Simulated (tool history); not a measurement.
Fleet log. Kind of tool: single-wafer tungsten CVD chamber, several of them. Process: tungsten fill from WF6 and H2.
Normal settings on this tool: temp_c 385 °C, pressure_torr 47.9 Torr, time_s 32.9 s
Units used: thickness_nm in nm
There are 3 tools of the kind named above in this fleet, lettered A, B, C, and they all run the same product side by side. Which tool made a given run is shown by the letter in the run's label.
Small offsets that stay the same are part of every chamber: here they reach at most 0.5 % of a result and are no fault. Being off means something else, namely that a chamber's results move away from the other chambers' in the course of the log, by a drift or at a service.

run,day,temp_c,pressure_torr,time_s,"read-back reference wafer on the same gauge, thickness_nm",thickness_nm
1A,0.254,385,47.9,32.9,96.813,90.116
2B,0.408,385,47.9,32.9,96.857,88.868
3C,0.583,385,47.9,32.9,96.859,88.508
4A,0.758,385,47.9,32.9,96.702,88.176
5C,0.908,385,56.9,38.2,96.652,111.98
6B,1.05,385,56.9,38.2,96.8,111.72
7A,1.179,385,56.9,38.2,96.775,112.02
8C,1.333,385,47.9,32.9,96.895,89.636
9B,1.596,385,47.9,32.9,96.908,89.039
10B,1.733,385,47.9,32.9,96.72,88.873
11C,1.983,385,47.9,32.9,96.723,88.427
12A,2.167,385,47.9,32.9,96.853,90.354
13B,2.317,385,47.9,32.9,96.872,89.59
14C,2.475,385,47.9,32.9,96.803,89.702
15A,2.746,385,47.9,32.9,96.932,90.166
16B,2.933,385,47.9,32.9,96.784,88.787
17A,3.071,385,56.6,35.8,96.752,105.99
18C,3.283,385,56.6,35.8,96.76,103.53
19A,3.521,385,56.6,35.8,96.968,105.41
20B,3.788,372,47.9,32.9,96.866,68.482
21C,3.938,372,47.9,32.9,96.693,68.792
22A,4.204,372,47.9,32.9,96.767,68.876
23B,4.329,385,47.9,32.9,96.797,88.829
24C,4.483,385,47.9,32.9,96.673,88.89
25A,4.758,385,47.9,32.9,96.804,88.766

One chamber off, gauge drift, or nothing amiss beyond the chambers' own small offsets? If it is a chamber, which one, and what is the likeliest cause?

No chamber is off and the gauge is stable; the differences are just each chamber's small, constant offset.

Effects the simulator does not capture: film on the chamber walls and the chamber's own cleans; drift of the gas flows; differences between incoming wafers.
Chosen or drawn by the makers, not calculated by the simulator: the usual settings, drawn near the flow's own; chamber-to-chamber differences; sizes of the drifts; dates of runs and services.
